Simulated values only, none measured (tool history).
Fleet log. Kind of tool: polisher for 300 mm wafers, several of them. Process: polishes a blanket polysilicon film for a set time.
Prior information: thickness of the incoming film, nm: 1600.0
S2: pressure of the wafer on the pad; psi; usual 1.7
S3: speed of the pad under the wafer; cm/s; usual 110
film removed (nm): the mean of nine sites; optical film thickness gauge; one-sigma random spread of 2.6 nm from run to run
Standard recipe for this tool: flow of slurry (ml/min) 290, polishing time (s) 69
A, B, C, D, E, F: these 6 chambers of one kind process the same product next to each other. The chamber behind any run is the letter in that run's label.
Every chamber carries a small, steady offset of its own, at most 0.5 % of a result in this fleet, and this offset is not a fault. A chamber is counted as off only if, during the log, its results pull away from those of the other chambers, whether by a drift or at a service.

{"run": "1F", "hour": 12.4, "flow of slurry (ml/min)": 290, "S2": 1.7, "S3": 110, "polishing time (s)": 69, "film removed (nm)": 308.1}
{"run": "2B", "hour": 18.6, "flow of slurry (ml/min)": 290, "S2": 1.7, "S3": 110, "polishing time (s)": 69, "film removed (nm)": 310.55}
{"hour": 20.5, "done": "chamber B: worn pad replaced by a new one"}
{"run": "3E", "hour": 25.0, "flow of slurry (ml/min)": 290, "S2": 1.7, "S3": 110, "polishing time (s)": 69, "film removed (nm)": 314.77}
{"run": "4D", "hour": 37.7, "flow of slurry (ml/min)": 290, "S2": 1.7, "S3": 110, "polishing time (s)": 69, "film removed (nm)": 309.73}
{"hour": 45.0, "done": "chamber D: worn pad replaced by a new one"}
{"run": "5C", "hour": 50.9, "flow of slurry (ml/min)": 290, "S2": 1.7, "S3": 110, "polishing time (s)": 69, "film removed (nm)": 309.48}
{"hour": 59.6, "done": "chamber E: worn pad replaced by a new one"}
{"run": "6A", "hour": 62.2, "flow of slurry (ml/min)": 290, "S2": 1.7, "S3": 124, "polishing time (s)": 69, "film removed (nm)": 353.28}
{"run": "7B", "hour": 75.8, "flow of slurry (ml/min)": 290, "S2": 1.7, "S3": 124, "polishing time (s)": 69, "film removed (nm)": 350.27}
{"hour": 81.3, "done": "chamber A: worn pad replaced by a new one"}
{"run": "8A", "hour": 84.5, "flow of slurry (ml/min)": 290, "S2": 1.7, "S3": 124, "polishing time (s)": 69, "film removed (nm)": 352.75}
{"run": "9C", "hour": 94.4, "flow of slurry (ml/min)": 290, "S2": 1.7, "S3": 124, "polishing time (s)": 69, "film removed (nm)": 345.16}
{"run": "10D", "hour": 101.5, "flow of slurry (ml/min)": 290, "S2": 1.7, "S3": 124, "polishing time (s)": 69, "film removed (nm)": 347.68}
{"hour": 104.0, "done": "chamber F: worn pad replaced by a new one"}
{"run": "11E", "hour": 111.8, "flow of slurry (ml/min)": 290, "S2": 1.7, "S3": 124, "polishing time (s)": 69, "film removed (nm)": 350.28}
{"run": "12F", "hour": 120.5, "flow of slurry (ml/min)": 290, "S2": 1.4, "S3": 110, "polishing time (s)": 69, "film removed (nm)": 251.59}
{"run": "13F", "hour": 126.7, "flow of slurry (ml/min)": 290, "S2": 1.4, "S3": 110, "polishing time (s)": 69, "film removed (nm)": 251.82}
{"hour": 130.8, "done": "chamber B: head pressure recalibrated"}
{"run": "14D", "hour": 139.5, "flow of slurry (ml/min)": 290, "S2": 1.4, "S3": 110, "polishing time (s)": 69, "film removed (nm)": 252.5}
{"hour": 139.9, "done": "chamber D: worn pad replaced by a new one"}
{"run": "15A", "hour": 153.1, "flow of slurry (ml/min)": 290, "S2": 1.4, "S3": 110, "polishing time (s)": 69, "film removed (nm)": 255.2}
{"hour": 155.1, "done": "chamber C: worn pad replaced by a new one"}
{"hour": 155.8, "done": "chamber A: worn pad replaced by a new one"}
{"run": "16E", "hour": 160.2, "flow of slurry (ml/min)": 290, "S2": 1.4, "S3": 110, "polishing time (s)": 69, "film removed (nm)": 253.15}
{"hour": 166.9, "done": "chamber B: slurry nozzle cleaned"}
{"run": "17B", "hour": 169.4, "flow of slurry (ml/min)": 290, "S2": 1.4, "S3": 110, "polishing time (s)": 69, "film removed (nm)": 254.11}
{"hour": 169.7, "done": "chamber E: worn pad replaced by a new one"}
{"run": "18C", "hour": 177.7, "flow of slurry (ml/min)": 290, "S2": 1.7, "S3": 110, "polishing time (s)": 69, "film removed (nm)": 304.66}
{"hour": 180.9, "done": "chamber F: head pressure recalibrated"}
{"run": "19D", "hour": 188.2, "flow of slurry (ml/min)": 290, "S2": 1.7, "S3": 128, "polishing time (s)": 69, "film removed (nm)": 362.26}
{"hour": 200.3, "done": "chamber B: worn pad replaced by a new one"}
{"run": "20A", "hour": 200.4, "flow of slurry (ml/min)": 290, "S2": 1.7, "S3": 128, "polishing time (s)": 69, "film removed (nm)": 364.07}
{"run": "21B", "hour": 213.2, "flow of slurry (ml/min)": 290, "S2": 1.7, "S3": 128, "polishing time (s)": 69, "film removed (nm)": 360.7}
{"run": "22C", "hour": 223.1, "flow of slurry (ml/min)": 290, "S2": 1.7, "S3": 128, "polishing time (s)": 69, "film removed (nm)": 355.07}
{"run": "23E", "hour": 234.7, "flow of slurry (ml/min)": 290, "S2": 1.7, "S3": 128, "polishing time (s)": 69, "film removed (nm)": 359}
{"hour": 235.2, "done": "chamber D: worn pad replaced by a new one"}
{"hour": 236.9, "done": "chamber D: head pressure recalibrated"}
{"hour": 238.4, "done": "chamber A: worn pad replaced by a new one"}
{"run": "24F", "hour": 247.1, "flow of slurry (ml/min)": 290, "S2": 1.7, "S3": 128, "polishing time (s)": 69, "film removed (nm)": 372.74}
{"run": "25A", "hour": 253.7, "flow of slurry (ml/min)": 290, "S2": 1.7, "S3": 110, "polishing time (s)": 69, "film removed (nm)": 304.68}
{"run": "26C", "hour": 262.3, "flow of slurry (ml/min)": 290, "S2": 1.7, "S3": 110, "polishing time (s)": 69, "film removed (nm)": 302.94}
{"run": "27D", "hour": 268.2, "flow of slurry (ml/min)": 290, "S2": 1.7, "S3": 110, "polishing time (s)": 69, "film removed (nm)": 311.12}
{"hour": 277.2, "done": "chamber F: worn pad replaced by a new one"}
{"run": "28B", "hour": 278.2, "flow of slurry (ml/min)": 290, "S2": 1.7, "S3": 110, "polishing time (s)": 69, "film removed (nm)": 310.84}
{"hour": 281.3, "done": "chamber E: worn pad replaced by a new one"}
{"run": "29E", "hour": 285.3, "flow of slurry (ml/min)": 290, "S2": 1.7, "S3": 110, "polishing time (s)": 69, "film removed (nm)": 305.44}
{"hour": 288.5, "done": "chamber F: slurry nozzle cleaned"}
{"run": "30F", "hour": 293.6, "flow of slurry (ml/min)": 290, "S2": 1.7, "S3": 110, "polishing time (s)": 69, "film removed (nm)": 323.38}
{"run": "31E", "hour": 303.9, "flow of slurry (ml/min)": 290, "S2": 1.7, "S3": 110, "polishing time (s)": 69, "film removed (nm)": 309.74}
{"hour": 312.1, "done": "chamber A: worn pad replaced by a new one"}
{"run": "32D", "hour": 315.1, "flow of slurry (ml/min)": 290, "S2": 1.7, "S3": 110, "polishing time (s)": 69, "film removed (nm)": 314.43}
{"run": "33F", "hour": 324.8, "flow of slurry (ml/min)": 330, "S2": 1.7, "S3": 110, "polishing time (s)": 78, "film removed (nm)": 375.13}
{"hour": 329.8, "done": "chamber C: worn pad replaced by a new one"}
{"run": "34C", "hour": 334.5, "flow of slurry (ml/min)": 330, "S2": 1.7, "S3": 110, "polishing time (s)": 78, "film removed (nm)": 354.9}
{"run": "35A", "hour": 347.6, "flow of slurry (ml/min)": 330, "S2": 1.7, "S3": 110, "polishing time (s)": 78, "film removed (nm)": 354.63}
{"hour": 352.0, "done": "chamber D: worn pad replaced by a new one"}
{"run": "36B", "hour": 359.1, "flow of slurry (ml/min)": 330, "S2": 1.7, "S3": 110, "polishing time (s)": 78, "film removed (nm)": 351.31}
{"hour": 365.8, "done": "chamber E: slurry nozzle cleaned"}
{"run": "37D", "hour": 366.1, "flow of slurry (ml/min)": 330, "S2": 1.7, "S3": 110, "polishing time (s)": 78, "film removed (nm)": 351.94}
{"hour": 373.2, "done": "chamber B: worn pad replaced by a new one"}
{"run": "38E", "hour": 374.7, "flow of slurry (ml/min)": 330, "S2": 1.7, "S3": 110, "polishing time (s)": 78, "film removed (nm)": 352.87}
{"run": "39C", "hour": 386.6, "flow of slurry (ml/min)": 290, "S2": 1.7, "S3": 110, "polishing time (s)": 69, "film removed (nm)": 304.99}
{"run": "40A", "hour": 393.9, "flow of slurry (ml/min)": 290, "S2": 1.7, "S3": 110, "polishing time (s)": 69, "film removed (nm)": 307.68}
{"run": "41B", "hour": 403.3, "flow of slurry (ml/min)": 290, "S2": 1.7, "S3": 110, "polishing time (s)": 69, "film removed (nm)": 308.89}
{"run": "42F", "hour": 413.4, "flow of slurry (ml/min)": 290, "S2": 1.7, "S3": 110, "polishing time (s)": 69, "film removed (nm)": 317.2}
{"run": "43D", "hour": 423.5, "flow of slurry (ml/min)": 290, "S2": 1.7, "S3": 110, "polishing time (s)": 69, "film removed (nm)": 310.65}

Which is it: a chamber that has drifted or been left off by a service, a gauge drift common to all chambers, or only each chamber's usual small offset? If a chamber is off, name it and its likeliest cause.

Chamber F has stood off from the others ever since a service on it.
Cause: head's pressure above its setpoint, % = 5.25.

Which of the 4 candidates below, each the usual settings with something changed and its results left as question marks, puts chamber F back in line with what the other chambers give on the usual settings?
Allowed miss from the other chambers' usual-settings mean, per result, to count as in line: film removed (nm) 9.1
{"run": "44F-1", "hour": 433.2, "flow of slurry (ml/min)": 290, "S2": 1.7, "S3": 100, "polishing time (s)": 69, "film removed (nm)": "?"}
{"run": "44F-2", "hour": 433.2, "flow of slurry (ml/min)": 295, "S2": 1.7, "S3": 110, "polishing time (s)": 76, "film removed (nm)": "?"}
{"run": "44F-3", "hour": 433.2, "flow of slurry (ml/min)": 290, "S2": 1.7, "S3": 110, "polishing time (s)": 72, "film removed (nm)": "?"}
{"run": "44F-4", "hour": 433.2, "flow of slurry (ml/min)": 290, "S2": 1.7, "S3": 108, "polishing time (s)": 68, "film removed (nm)": "?"}

Usual-settings mean across the other chambers: film removed (nm) 308.7
run=44F-1 film_removed_(nm)=292.87
run=44F-2 film_removed_(nm)=355.93
run=44F-3 film_removed_(nm)=336.67
run=44F-4 film_removed_(nm)=312.1
The right change is 44F-4: it brings the chamber back within the allowed miss of the others.
